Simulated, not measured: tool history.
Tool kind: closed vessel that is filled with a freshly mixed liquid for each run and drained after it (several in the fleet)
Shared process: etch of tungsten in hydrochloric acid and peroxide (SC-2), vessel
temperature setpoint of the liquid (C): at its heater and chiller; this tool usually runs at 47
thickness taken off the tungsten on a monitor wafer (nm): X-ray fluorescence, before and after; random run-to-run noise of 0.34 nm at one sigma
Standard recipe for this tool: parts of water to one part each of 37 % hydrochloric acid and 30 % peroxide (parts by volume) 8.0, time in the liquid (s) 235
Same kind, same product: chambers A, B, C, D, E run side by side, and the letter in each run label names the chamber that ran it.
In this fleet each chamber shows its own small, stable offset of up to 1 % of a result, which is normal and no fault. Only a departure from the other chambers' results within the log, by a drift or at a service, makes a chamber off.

| run | day | temperature setpoint of the liquid (C) | parts of water to one part each of 37 % hydrochloric acid and 30 % peroxide (parts by volume) | time in the liquid (s) | hours since the thermometer was replaced | hours since the chemicals flow meter was replaced | hours since the drum of peroxide was connected | read-back film thickness of the tungsten reference wafer, read on the same gauge (nm) | thickness taken off the tungsten on a monitor wafer (nm) |
|---|---|---|---|---|---|---|---|---|---|
| 1D | 0.517 | 47 | 8.0 | 235 | 405.9 | 118.2 | 718.4 | 119.97 | 53.146 |
| 2B | 0.854 | 47 | 8.0 | 235 | 1149.1 | 1026.4 | 589.1 | 120.00 | 53.286 |
| 3C | 1.254 | 47 | 8.0 | 235 | 477.0 | 409.9 | 740.2 | 119.99 | 53.364 |
| 4A | 1.550 | 47 | 8.0 | 235 | 433.9 | 59.4 | 91.2 | 119.97 | 53.214 |
| 5E | 2.058 | 47 | 8.0 | 235 | 957.7 | 1606.5 | 722.0 | 120.02 | 53.964 |
| 6B | 2.521 | 47 | 5.0 | 370 | 1189.1 | 1066.4 | 629.1 | 120.02 | 118.660 |
| 7D | 2.821 | 47 | 5.0 | 370 | 461.2 | 173.5 | 773.7 | 120.01 | 120.080 |
| 8A | 3.367 | 47 | 5.0 | 370 | 477.5 | 103.0 | 134.8 | 120.01 | 121.180 |
| 9C | 3.692 | 47 | 5.0 | 370 | 535.5 | 468.4 | 798.7 | 120.00 | 120.320 |
| 10E | 4.117 | 47 | 5.0 | 370 | 1007.1 | 1655.9 | 771.4 | 119.97 | 119.480 |
| 11A | 4.533 | 47 | 8.0 | 235 | 505.5 | 131.0 | 162.8 | 120.01 | 53.357 |
|  | 4.638 | chamber D: new drum of peroxide connected |
| 12E | 5.017 | 47 | 8.0 | 235 | 1028.7 | 1677.5 | 793.0 | 120.04 | 53.798 |
| 13D | 5.512 | 47 | 8.0 | 235 | 525.8 | 238.1 | 21.1 | 120.01 | 53.162 |
| 14B | 5.842 | 47 | 8.0 | 235 | 1268.8 | 1146.1 | 708.8 | 120.01 | 53.478 |
| 15C | 6.112 | 47 | 8.0 | 235 | 593.6 | 526.5 | 856.8 | 119.95 | 53.110 |
| 16C | 6.550 | 47 | 8.0 | 235 | 604.1 | 537.0 | 867.3 | 119.97 | 53.075 |
| 17E | 6.846 | 47 | 8.0 | 235 | 1072.6 | 1721.4 | 836.9 | 120.03 | 53.483 |
| 18A | 7.200 | 47 | 8.0 | 235 | 569.5 | 195.0 | 226.8 | 120.01 | 53.569 |
| 19D | 7.721 | 47 | 8.0 | 235 | 578.8 | 291.1 | 74.1 | 119.98 | 53.405 |
| 20B | 8.146 | 47 | 8.0 | 235 | 1324.1 | 1201.4 | 764.1 | 120.01 | 54.357 |
| 21E | 8.604 | 47 | 8.0 | 235 | 1114.8 | 1763.6 | 879.1 | 119.97 | 53.756 |
| 22B | 9.104 | 47 | 10.5 | 235 | 1347.1 | 1224.4 | 787.1 | 120.01 | 43.959 |
|  | 9.392 | chamber E: new drum of peroxide connected |
| 23A | 9.408 | 47 | 10.5 | 235 | 622.5 | 248.0 | 279.8 | 120.00 | 42.951 |
|  | 9.504 | chamber A: new drum of peroxide connected |
| 24C | 9.771 | 47 | 10.5 | 235 | 681.4 | 614.3 | 944.6 | 120.00 | 42.494 |
| 25D | 10.171 | 47 | 10.5 | 235 | 637.6 | 349.9 | 132.9 | 119.99 | 42.874 |
| 26A | 10.625 | 47 | 10.5 | 235 | 651.7 | 277.2 | 26.9 | 120.04 | 42.738 |
| 27B | 11.017 | 51 | 8.0 | 170 | 1393.0 | 1270.3 | 833.0 | 120.01 | 51.990 |
| 28E | 11.296 | 51 | 8.0 | 170 | 1179.4 | 1828.2 | 45.7 | 120.01 | 50.936 |
| 29D | 11.550 | 51 | 8.0 | 170 | 670.7 | 383.0 | 166.0 | 120.01 | 49.794 |
| 30C | 11.821 | 51 | 8.0 | 170 | 730.6 | 663.5 | 993.8 | 120.00 | 50.674 |
| 31C | 12.183 | 51 | 8.0 | 170 | 739.3 | 672.2 | 1002.5 | 119.98 | 49.902 |
| 32D | 12.733 | 47 | 8.0 | 235 | 699.1 | 411.4 | 194.4 | 119.98 | 53.659 |
| 33E | 13.017 | 47 | 8.0 | 235 | 1220.7 | 1869.5 | 87.0 | 119.99 | 53.399 |
| 34B | 13.446 | 47 | 8.0 | 235 | 1451.3 | 1328.6 | 891.3 | 120.03 | 55.565 |
| 35A | 13.875 | 47 | 8.0 | 235 | 729.7 | 355.2 | 104.9 | 119.98 | 53.289 |
| 36C | 14.396 | 47 | 8.0 | 235 | 792.4 | 725.3 | 1055.6 | 119.99 | 52.973 |
| 37B | 14.750 | 47 | 8.0 | 235 | 1482.6 | 1359.9 | 922.6 | 120.01 | 56.128 |
| 38D | 15.300 | 47 | 8.0 | 235 | 760.7 | 473.0 | 256.0 | 119.99 | 52.891 |
|  | 15.433 | chamber C: new drum of peroxide connected |
| 39E | 15.729 | 47 | 8.0 | 235 | 1285.8 | 1934.6 | 152.1 | 120.02 | 54.114 |
| 40A | 15.988 | 47 | 8.0 | 235 | 780.4 | 405.9 | 155.6 | 119.97 | 53.986 |
| 41C | 16.512 | 47 | 8.0 | 235 | 843.2 | 776.1 | 25.9 | 120.00 | 53.327 |

Each of the 5 chambers runs these same settings next. Fill in every chamber's results:
| 42A | 16.917 | 47 | 5.5 | 235 |  |  |  |  | ? |
| 42B | 16.917 | 47 | 5.5 | 235 |  |  |  |  | ? |
| 42C | 16.917 | 47 | 5.5 | 235 |  |  |  |  | ? |
| 42D | 16.917 | 47 | 5.5 | 235 |  |  |  |  | ? |
| 42E | 16.917 | 47 | 5.5 | 235 |  |  |  |  | ? |

| run | thickness taken off the tungsten on a monitor wafer (nm) |
|---|---|
| 42A | 70.585 |
| 42B | 74.875 |
| 42C | 70.984 |
| 42D | 70.790 |
| 42E | 71.995 |

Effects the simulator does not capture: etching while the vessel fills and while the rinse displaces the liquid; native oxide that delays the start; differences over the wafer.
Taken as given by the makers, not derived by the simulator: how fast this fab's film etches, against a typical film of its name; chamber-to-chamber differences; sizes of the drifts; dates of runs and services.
